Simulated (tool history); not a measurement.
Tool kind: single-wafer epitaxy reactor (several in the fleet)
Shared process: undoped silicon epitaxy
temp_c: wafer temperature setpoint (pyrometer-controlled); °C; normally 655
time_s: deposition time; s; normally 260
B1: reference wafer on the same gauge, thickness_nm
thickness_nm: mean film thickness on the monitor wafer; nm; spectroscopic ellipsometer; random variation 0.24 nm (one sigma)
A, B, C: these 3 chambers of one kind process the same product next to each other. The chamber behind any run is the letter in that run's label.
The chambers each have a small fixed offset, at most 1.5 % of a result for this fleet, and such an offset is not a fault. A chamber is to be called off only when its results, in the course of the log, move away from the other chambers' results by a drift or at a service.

{"run": "1A", "hour": 9.9, "temp_c": 655, "time_s": 260, "B1": 47.315, "thickness_nm": 48.34}
{"run": "2B", "hour": 18.7, "temp_c": 655, "time_s": 260, "B1": 47.316, "thickness_nm": 49.742}
{"run": "3C", "hour": 28.3, "temp_c": 655, "time_s": 260, "B1": 47.296, "thickness_nm": 49.164}
{"run": "4C", "hour": 38.7, "temp_c": 655, "time_s": 260, "B1": 47.295, "thickness_nm": 49.224}
{"run": "5A", "hour": 45.2, "temp_c": 655, "time_s": 260, "B1": 47.321, "thickness_nm": 48.993}
{"run": "6B", "hour": 54.3, "temp_c": 655, "time_s": 260, "B1": 47.301, "thickness_nm": 48.93}
{"run": "7A", "hour": 63.5, "temp_c": 655, "time_s": 260, "B1": 47.343, "thickness_nm": 48.734}
{"run": "8C", "hour": 70.2, "temp_c": 655, "time_s": 260, "B1": 47.262, "thickness_nm": 48.912}
{"run": "9B", "hour": 82.3, "temp_c": 655, "time_s": 260, "B1": 47.26, "thickness_nm": 48.687}
{"run": "10A", "hour": 92.7, "temp_c": 655, "time_s": 260, "B1": 47.277, "thickness_nm": 48.535}
{"run": "11B", "hour": 99.8, "temp_c": 655, "time_s": 260, "B1": 47.325, "thickness_nm": 49.128}
{"run": "12C", "hour": 108.4, "temp_c": 655, "time_s": 260, "B1": 47.323, "thickness_nm": 48.626}
{"hour": 109.4, "done": "chamber C: pyrometer calibrated"}
{"run": "13C", "hour": 118.2, "temp_c": 669, "time_s": 291, "B1": 47.321, "thickness_nm": 69.484}
{"run": "14A", "hour": 125.0, "temp_c": 669, "time_s": 291, "B1": 47.31, "thickness_nm": 73.867}
{"run": "15B", "hour": 133.5, "temp_c": 669, "time_s": 291, "B1": 47.291, "thickness_nm": 73.919}
{"run": "16B", "hour": 139.3, "temp_c": 655, "time_s": 260, "B1": 47.336, "thickness_nm": 49.468}
{"run": "17C", "hour": 152.0, "temp_c": 655, "time_s": 260, "B1": 47.37, "thickness_nm": 46.051}
{"run": "18A", "hour": 165.4, "temp_c": 655, "time_s": 260, "B1": 47.307, "thickness_nm": 48.961}
{"run": "19C", "hour": 177.2, "temp_c": 655, "time_s": 260, "B1": 47.267, "thickness_nm": 46.149}
{"run": "20B", "hour": 188.7, "temp_c": 655, "time_s": 260, "B1": 47.273, "thickness_nm": 49.211}
{"run": "21A", "hour": 202.0, "temp_c": 655, "time_s": 228, "B1": 47.269, "thickness_nm": 42.484}
{"run": "22B", "hour": 210.0, "temp_c": 655, "time_s": 228, "B1": 47.23, "thickness_nm": 43.104}
{"run": "23A", "hour": 219.4, "temp_c": 655, "time_s": 228, "B1": 47.325, "thickness_nm": 43.057}
{"run": "24C", "hour": 230.8, "temp_c": 655, "time_s": 260, "B1": 47.33, "thickness_nm": 46.351}
{"run": "25B", "hour": 241.1, "temp_c": 655, "time_s": 260, "B1": 47.28, "thickness_nm": 49.352}
{"run": "26A", "hour": 253.5, "temp_c": 662, "time_s": 260, "B1": 47.25, "thickness_nm": 56.753}
{"run": "27C", "hour": 264.9, "temp_c": 662, "time_s": 260, "B1": 47.393, "thickness_nm": 53.733}
{"run": "28B", "hour": 271.9, "temp_c": 662, "time_s": 260, "B1": 47.351, "thickness_nm": 57.54}
{"run": "29A", "hour": 280.6, "temp_c": 655, "time_s": 260, "B1": 47.307, "thickness_nm": 49.123}
{"run": "30C", "hour": 287.8, "temp_c": 655, "time_s": 260, "B1": 47.297, "thickness_nm": 46.357}
{"run": "31A", "hour": 293.9, "temp_c": 655, "time_s": 260, "B1": 47.267, "thickness_nm": 48.882}
{"run": "32C", "hour": 302.2, "temp_c": 655, "time_s": 260, "B1": 47.273, "thickness_nm": 46.062}
{"run": "33B", "hour": 314.9, "temp_c": 655, "time_s": 260, "B1": 47.301, "thickness_nm": 49.457}
{"run": "34B", "hour": 321.6, "temp_c": 655, "time_s": 260, "B1": 47.301, "thickness_nm": 49.343}
{"run": "35C", "hour": 334.7, "temp_c": 655, "time_s": 260, "B1": 47.296, "thickness_nm": 46.193}

The same settings go to every chamber for the next run, one line per chamber below. Forecast the results for each:
{"run": "36A", "hour": 344.3, "temp_c": 650, "time_s": 260, "thickness_nm": "?"}
{"run": "36B", "hour": 344.3, "temp_c": 650, "time_s": 260, "thickness_nm": "?"}
{"run": "36C", "hour": 344.3, "temp_c": 650, "time_s": 260, "thickness_nm": "?"}

run=36A thickness_nm=43.658
run=36B thickness_nm=44.277
run=36C thickness_nm=41.423

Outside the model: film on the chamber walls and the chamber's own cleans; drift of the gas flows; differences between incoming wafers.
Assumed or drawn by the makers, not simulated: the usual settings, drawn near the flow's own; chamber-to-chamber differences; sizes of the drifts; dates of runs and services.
